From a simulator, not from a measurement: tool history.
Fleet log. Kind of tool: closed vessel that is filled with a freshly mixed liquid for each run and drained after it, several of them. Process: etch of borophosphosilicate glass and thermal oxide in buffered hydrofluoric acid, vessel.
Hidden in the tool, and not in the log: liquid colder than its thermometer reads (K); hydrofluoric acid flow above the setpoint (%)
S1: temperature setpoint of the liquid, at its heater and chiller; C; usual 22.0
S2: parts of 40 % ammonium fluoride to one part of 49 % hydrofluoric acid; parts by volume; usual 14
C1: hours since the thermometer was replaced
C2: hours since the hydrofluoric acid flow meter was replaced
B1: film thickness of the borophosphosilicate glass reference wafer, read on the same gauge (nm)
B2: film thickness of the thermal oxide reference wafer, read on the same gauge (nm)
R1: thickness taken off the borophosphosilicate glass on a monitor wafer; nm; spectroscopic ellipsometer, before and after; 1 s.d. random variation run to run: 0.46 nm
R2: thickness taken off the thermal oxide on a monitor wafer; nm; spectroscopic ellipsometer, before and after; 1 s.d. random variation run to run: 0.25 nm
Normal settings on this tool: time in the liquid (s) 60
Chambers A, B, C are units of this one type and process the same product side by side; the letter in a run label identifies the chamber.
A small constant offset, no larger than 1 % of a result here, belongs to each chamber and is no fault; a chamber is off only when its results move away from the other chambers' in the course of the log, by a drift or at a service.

run 1A hour=5.9 | S1=22.0 S2=14 time_in_the_liquid_(s)=60 | C1=425.7 C2=678.1 | B1=120.01 B2=59.997 | R1=71.936 R2=44.649
-- hour=14.1 chamber B: thermometer replaced
run 2C hour=14.3 | S1=22.0 S2=14 time_in_the_liquid_(s)=60 | C1=308.9 C2=111.3 | B1=120.00 B2=60.010 | R1=72.430 R2=44.259
run 3B hour=22.8 | S1=22.0 S2=14 time_in_the_liquid_(s)=60 | C1=8.7 C2=185.1 | B1=120.00 B2=59.992 | R1=72.772 R2=43.929
run 4A hour=34.4 | S1=22.0 S2=14 time_in_the_liquid_(s)=60 | C1=454.2 C2=706.6 | B1=120.00 B2=60.012 | R1=72.474 R2=44.079
run 5C hour=44.5 | S1=22.0 S2=14 time_in_the_liquid_(s)=60 | C1=339.1 C2=141.5 | B1=120.01 B2=60.013 | R1=71.982 R2=44.321
run 6B hour=53.3 | S1=22.0 S2=14 time_in_the_liquid_(s)=60 | C1=39.2 C2=215.6 | B1=119.98 B2=59.987 | R1=73.085 R2=44.134
run 7C hour=61.4 | S1=22.0 S2=14 time_in_the_liquid_(s)=60 | C1=356.0 C2=158.4 | B1=120.02 B2=59.975 | R1=72.172 R2=44.000
run 8B hour=67.3 | S1=22.0 S2=14 time_in_the_liquid_(s)=60 | C1=53.2 C2=229.6 | B1=120.01 B2=59.999 | R1=73.160 R2=44.100
run 9A hour=78.7 | S1=22.0 S2=14 time_in_the_liquid_(s)=60 | C1=498.5 C2=750.9 | B1=119.99 B2=60.014 | R1=72.031 R2=43.795
run 10A hour=86.5 | S1=22.0 S2=14 time_in_the_liquid_(s)=60 | C1=506.3 C2=758.7 | B1=120.00 B2=60.017 | R1=72.229 R2=44.040
run 11C hour=93.5 | S1=22.0 S2=14 time_in_the_liquid_(s)=60 | C1=388.1 C2=190.5 | B1=119.99 B2=59.983 | R1=72.407 R2=44.180
run 12B hour=101.8 | S1=22.0 S2=14 time_in_the_liquid_(s)=60 | C1=87.7 C2=264.1 | B1=119.99 B2=60.007 | R1=72.809 R2=44.073
run 13C hour=112.1 | S1=22.0 S2=14 time_in_the_liquid_(s)=60 | C1=406.7 C2=209.1 | B1=120.02 B2=60.000 | R1=72.789 R2=44.331
run 14A hour=123.5 | S1=22.0 S2=14 time_in_the_liquid_(s)=60 | C1=543.3 C2=795.7 | B1=120.02 B2=60.008 | R1=71.407 R2=43.928
run 15B hour=134.4 | S1=20.5 S2=14 time_in_the_liquid_(s)=30 | C1=120.3 C2=296.7 | B1=120.01 B2=60.010 | R1=33.594 R2=20.360
run 16C hour=142.9 | S1=20.5 S2=14 time_in_the_liquid_(s)=30 | C1=437.5 C2=239.9 | B1=120.00 B2=60.000 | R1=33.112 R2=20.154
run 17B hour=150.8 | S1=20.5 S2=14 time_in_the_liquid_(s)=30 | C1=136.7 C2=313.1 | B1=119.96 B2=60.001 | R1=33.367 R2=20.343
run 18A hour=161.9 | S1=22.0 S2=14 time_in_the_liquid_(s)=60 | C1=581.7 C2=834.1 | B1=120.00 B2=59.986 | R1=71.614 R2=44.051
run 19A hour=170.6 | S1=22.0 S2=14 time_in_the_liquid_(s)=30 | C1=590.4 C2=842.8 | B1=119.99 B2=60.003 | R1=36.005 R2=21.940
run 20B hour=182.0 | S1=22.0 S2=14 time_in_the_liquid_(s)=30 | C1=167.9 C2=344.3 | B1=120.00 B2=59.998 | R1=36.204 R2=21.945
run 21C hour=189.4 | S1=22.0 S2=14 time_in_the_liquid_(s)=30 | C1=484.0 C2=286.4 | B1=120.03 B2=60.001 | R1=35.898 R2=22.211
run 22B hour=200.3 | S1=22.0 S2=14 time_in_the_liquid_(s)=60 | C1=186.2 C2=362.6 | B1=119.98 B2=60.004 | R1=72.571 R2=44.471
run 23A hour=208.5 | S1=22.0 S2=14 time_in_the_liquid_(s)=60 | C1=628.3 C2=880.7 | B1=119.98 B2=60.033 | R1=71.892 R2=43.959
run 24C hour=215.5 | S1=22.0 S2=14 time_in_the_liquid_(s)=60 | C1=510.1 C2=312.5 | B1=119.98 B2=59.986 | R1=72.715 R2=44.323
run 25A hour=222.1 | S1=22.0 S2=14 time_in_the_liquid_(s)=60 | C1=641.9 C2=894.3 | B1=119.99 B2=60.014 | R1=71.837 R2=44.132
run 26C hour=227.7 | S1=22.0 S2=14 time_in_the_liquid_(s)=60 | C1=522.3 C2=324.7 | B1=120.00 B2=59.997 | R1=72.431 R2=44.387
run 27B hour=238.0 | S1=22.0 S2=14 time_in_the_liquid_(s)=60 | C1=223.9 C2=400.3 | B1=119.98 B2=59.990 | R1=72.137 R2=43.896
run 28B hour=246.0 | S1=22.0 S2=14 time_in_the_liquid_(s)=60 | C1=231.9 C2=408.3 | B1=119.99 B2=60.013 | R1=72.280 R2=43.788
run 29C hour=257.2 | S1=22.0 S2=14 time_in_the_liquid_(s)=60 | C1=551.8 C2=354.2 | B1=120.00 B2=59.985 | R1=72.612 R2=43.881
run 30A hour=264.2 | S1=22.0 S2=14 time_in_the_liquid_(s)=60 | C1=684.0 C2=936.4 | B1=120.00 B2=59.997 | R1=72.381 R2=44.293
run 31A hour=270.5 | S1=22.0 S2=14 time_in_the_liquid_(s)=60 | C1=690.3 C2=942.7 | B1=120.00 B2=59.969 | R1=71.378 R2=44.652
run 32B hour=279.6 | S1=22.0 S2=14 time_in_the_liquid_(s)=60 | C1=265.5 C2=441.9 | B1=120.00 B2=60.017 | R1=72.256 R2=44.246
run 33C hour=286.1 | S1=22.0 S2=14 time_in_the_liquid_(s)=60 | C1=580.7 C2=383.1 | B1=120.01 B2=60.000 | R1=71.905 R2=44.036
run 34B hour=295.4 | S1=22.0 S2=14 time_in_the_liquid_(s)=60 | C1=281.3 C2=457.7 | B1=119.99 B2=59.998 | R1=72.773 R2=43.558

Is one chamber out of step, is the gauge drifting, or do the chambers differ by no more than their own small offsets? For an off chamber, give its letter and the likeliest cause.

All chambers stay in line apart from their small fixed offsets, and the gauge does not drift.

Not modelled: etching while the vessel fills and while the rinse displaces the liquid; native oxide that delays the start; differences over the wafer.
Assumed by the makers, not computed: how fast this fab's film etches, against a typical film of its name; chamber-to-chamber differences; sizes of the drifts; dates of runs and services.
